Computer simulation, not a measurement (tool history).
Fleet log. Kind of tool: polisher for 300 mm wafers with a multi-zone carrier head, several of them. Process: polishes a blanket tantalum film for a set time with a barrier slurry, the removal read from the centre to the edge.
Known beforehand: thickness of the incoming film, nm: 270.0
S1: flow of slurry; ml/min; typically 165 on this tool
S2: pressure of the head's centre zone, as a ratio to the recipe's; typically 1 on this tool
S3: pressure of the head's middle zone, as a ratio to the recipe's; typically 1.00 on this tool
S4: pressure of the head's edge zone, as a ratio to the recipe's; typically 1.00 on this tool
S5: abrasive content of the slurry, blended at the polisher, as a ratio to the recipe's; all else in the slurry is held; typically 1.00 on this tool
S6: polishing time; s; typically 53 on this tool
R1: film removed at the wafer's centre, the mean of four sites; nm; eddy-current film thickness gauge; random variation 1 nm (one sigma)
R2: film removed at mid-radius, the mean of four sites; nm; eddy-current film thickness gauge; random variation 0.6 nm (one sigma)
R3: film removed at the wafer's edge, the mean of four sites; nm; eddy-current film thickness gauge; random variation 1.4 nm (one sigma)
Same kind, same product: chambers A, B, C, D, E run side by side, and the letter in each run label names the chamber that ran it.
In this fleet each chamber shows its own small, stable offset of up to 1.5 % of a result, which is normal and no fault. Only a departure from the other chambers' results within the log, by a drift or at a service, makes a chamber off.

run   hour   S1  S2    S3    S4    S5  S6      R1      R2      R3
 1E    4.6  165   1  1.00  1.00  1.00  53  93.174  94.456  92.809
       4.8  -- chamber B: worn pad replaced by a new one
       7.3  -- chamber D: worn pad replaced by a new one
 2C    9.3  165   1  1.00  1.00  1.00  53  93.579  93.627  91.185
 3A   12.2  165   1  1.00  1.00  1.00  53  93.761  94.656  94.594
      13.7  -- chamber E: worn pad replaced by a new one
      14.9  -- chamber A: edge zone pressure recalibrated
 4B   16.2  165   1  1.00  1.00  1.00  53  94.295  94.651  94.912
 5D   20.8  165   1  1.00  1.00  1.00  53  93.480  93.845  96.968
 6E   26.8  130   1  1.00  1.00  1.00  53  89.202  89.754  91.888
 7B   31.2  130   1  1.00  1.00  1.00  53  89.404  90.647  91.616
 8C   34.8  130   1  1.00  1.00  1.00  53  90.945  89.933  91.981
 9D   41.0  130   1  1.00  1.00  1.00  53  91.113  89.022  88.542
10A   44.6  130   1  1.00  1.00  1.00  53  88.574  89.191  92.310
      45.4  -- chamber E: centre zone pressure recalibrated
11C   49.0  165   1  1.00  1.00  1.00  53  95.392  94.002  93.878
12B   53.5  165   1  1.00  1.00  1.00  53  93.647  93.815  91.548
13A   56.5  165   1  1.00  1.00  1.00  53  95.144  94.170  95.148
      56.6  -- chamber C: worn pad replaced by a new one
14D   60.7  165   1  1.00  1.00  1.00  53  95.545  92.453  95.826
15E   64.2  165   1  1.00  1.00  1.00  53  91.884  92.231  93.902
      67.1  -- chamber D: worn pad replaced by a new one
16E   67.7  165   1  1.00  1.00  1.00  53  91.430  91.523  93.254
17B   72.3  165   1  1.00  1.00  1.00  53  94.625  94.006  97.061
18D   75.4  165   1  1.00  1.00  1.00  53  93.832  93.176  95.971
19C   79.5  165   1  1.00  1.00  1.00  53  95.852  93.368  93.301
20A   84.5  185   1  0.95  1.00  1.00  53  96.216  90.800  96.749
      86.5  -- chamber A: worn pad replaced by a new one
      87.5  -- chamber B: centre zone pressure recalibrated
21C   89.3  185   1  0.95  1.00  1.00  53  98.615  91.660  95.394
22A   94.4  185   1  0.95  1.00  1.00  53  96.360  92.184  95.641
23B   99.0  185   1  0.95  1.00  1.00  53  94.521  91.947  94.098
24E  101.8  185   1  0.95  1.00  1.00  53  93.265  86.632  93.327
     104.6  -- chamber B: worn pad replaced by a new one
25D  107.2  165   1  1.00  1.00  1.00  53  94.738  92.534  98.145
26B  113.0  165   1  1.00  1.00  1.00  53  95.019  94.561  95.228
27E  118.5  165   1  1.00  1.00  1.00  53  88.184  88.858  92.027
28C  121.7  165   1  1.00  1.00  0.75  53  86.008  85.748  84.854
     126.9  -- chamber D: worn pad replaced by a new one
29A  127.3  165   1  1.00  1.00  0.75  53  85.286  85.679  84.435
30D  130.2  165   1  1.00  1.00  0.75  53  87.560  84.455  89.039
     134.3  -- chamber C: worn pad replaced by a new one
31E  136.4  165   1  1.00  1.00  0.75  53  80.085  79.535  84.029
     138.8  -- chamber D: slurry nozzle cleaned
     140.8  -- chamber D: centre zone pressure recalibrated
32C  141.3  165   1  1.00  1.00  0.75  53  86.485  85.907  85.820
     144.6  -- chamber D: edge zone pressure recalibrated
33D  145.8  165   1  1.00  1.00  1.00  53  94.967  93.406  93.590
34B  150.1  165   1  1.00  1.00  1.00  53  94.812  93.980  93.386

Next, every chamber runs the same settings. What will each give?
35A  154.6  165   1  1.00  0.92  1.00  53   ?   ?   ?
35B  154.6  165   1  1.00  0.92  1.00  53   ?   ?   ?
35C  154.6  165   1  1.00  0.92  1.00  53   ?   ?   ?
35D  154.6  165   1  1.00  0.92  1.00  53   ?   ?   ?
35E  154.6  165   1  1.00  0.92  1.00  53   ?   ?   ?

run      R1      R2      R3
35A  92.580  94.199  89.413
35B  93.624  93.855  91.953
35C  93.862  94.008  90.391
35D  96.166  93.444  89.553
35E  87.250  87.754  85.372
